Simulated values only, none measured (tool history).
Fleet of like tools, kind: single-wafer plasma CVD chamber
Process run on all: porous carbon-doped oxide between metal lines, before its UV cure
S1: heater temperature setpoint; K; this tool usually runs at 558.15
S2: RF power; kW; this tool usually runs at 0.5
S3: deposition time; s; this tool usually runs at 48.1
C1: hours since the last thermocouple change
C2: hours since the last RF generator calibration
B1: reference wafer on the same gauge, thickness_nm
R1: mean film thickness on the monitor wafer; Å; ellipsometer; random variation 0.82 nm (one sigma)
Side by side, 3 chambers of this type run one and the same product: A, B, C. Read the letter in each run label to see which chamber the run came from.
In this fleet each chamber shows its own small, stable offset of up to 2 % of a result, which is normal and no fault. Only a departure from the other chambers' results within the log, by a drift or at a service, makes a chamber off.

run,hour,S1,S2,S3,C1,C2,B1,R1
1A,14.9,558.15,0.5,48.1,828.8,1218.3,235.12,2860.3
2B,26.4,558.15,0.5,48.1,439.7,596.8,235.03,2789.3
3C,35.4,558.15,0.5,48.1,1955.1,367.4,234.92,2792.7
4B,44.1,558.15,0.5,48.1,457.4,614.5,234.83,2785.2
5A,56,558.15,0.5,48.1,869.9,1259.4,234.98,2865.8
6C,68.5,558.15,0.5,48.1,1988.2,400.5,234.89,2779.4
7A,81,558.15,0.5,48.1,894.9,1284.4,234.97,2866.5
8B,93.3,558.15,0.5,48.1,506.6,663.7,235.03,2783.6
9C,108.1,558.15,0.5,48.1,2027.8,440.1,234.98,2775.9
10C,115.2,558.15,0.5,48.1,2034.9,447.2,235.02,2777.2
11A,123.6,558.15,0.5,48.1,937.5,1327,234.95,2857.1
12B,134.2,558.15,0.5,48.1,547.5,704.6,234.9,2794.8
13A,143.8,558.15,0.5,48.1,957.7,1347.2,234.91,2851.3
14C,156.1,558.15,0.5,48.1,2075.8,488.1,234.84,2744.9
15B,169.1,558.15,0.5,48.1,582.4,739.5,235.1,2798.7
16A,179.2,558.15,0.46,48.1,993.1,1382.6,234.82,2702.4
17C,190,558.15,0.46,48.1,2109.7,522,235.06,2587.5
18B,200.4,558.15,0.46,48.1,613.7,770.8,235.04,2642.7
19A,213.2,558.15,0.5,41,1027.1,1416.6,235.13,2451
20B,228.2,558.15,0.5,41,641.5,798.6,234.81,2387
21C,239.1,558.15,0.5,41,2158.8,571.1,235.07,2326.6
22B,247.5,558.15,0.5,48.1,660.8,817.9,234.88,2781.6
23C,258.3,558.15,0.5,48.1,2178,590.3,234.93,2711.1
24A,266,558.15,0.425,48.1,1079.9,1469.4,235.05,2546.3
25A,274.9,558.15,0.425,48.1,1088.8,1478.3,235.03,2558
26C,288.2,558.15,0.425,48.1,2207.9,620.2,234.78,2404.9

One chamber off, gauge drift, or nothing amiss beyond the chambers' own small offsets? If it is a chamber, which one, and what is the likeliest cause?

Little by little, chamber C moves away from the other chambers.
What lies behind it: delivered RF power below the setpoint (%) = 4.25.
The log may not tell that from: wafer temperature above the value expected at the setpoint (K).

Here are 4 candidates for chamber C's next run, each the usual settings with a change, their results left as question marks. Which one brings its results back in line with what the others give on the usual settings?
In line means no further than this from the other chambers' mean on the usual settings: R1 29 Å
27C-1,300,546.15,0.5,48.1,,,,?
27C-2,300,558.15,0.5,50.2,,,,?
27C-3,300,559.15,0.5,46.4,,,,?
27C-4,300,558.15,0.5,44.4,,,,?

Mean of the other chambers on the usual settings: R1 2825.6 Å
run,R1
27C-1,2923.5
27C-2,2822.4
27C-3,2596.8
27C-4,2502.9
27C-2 is the one that brings the chamber's results back in line with the other chambers.
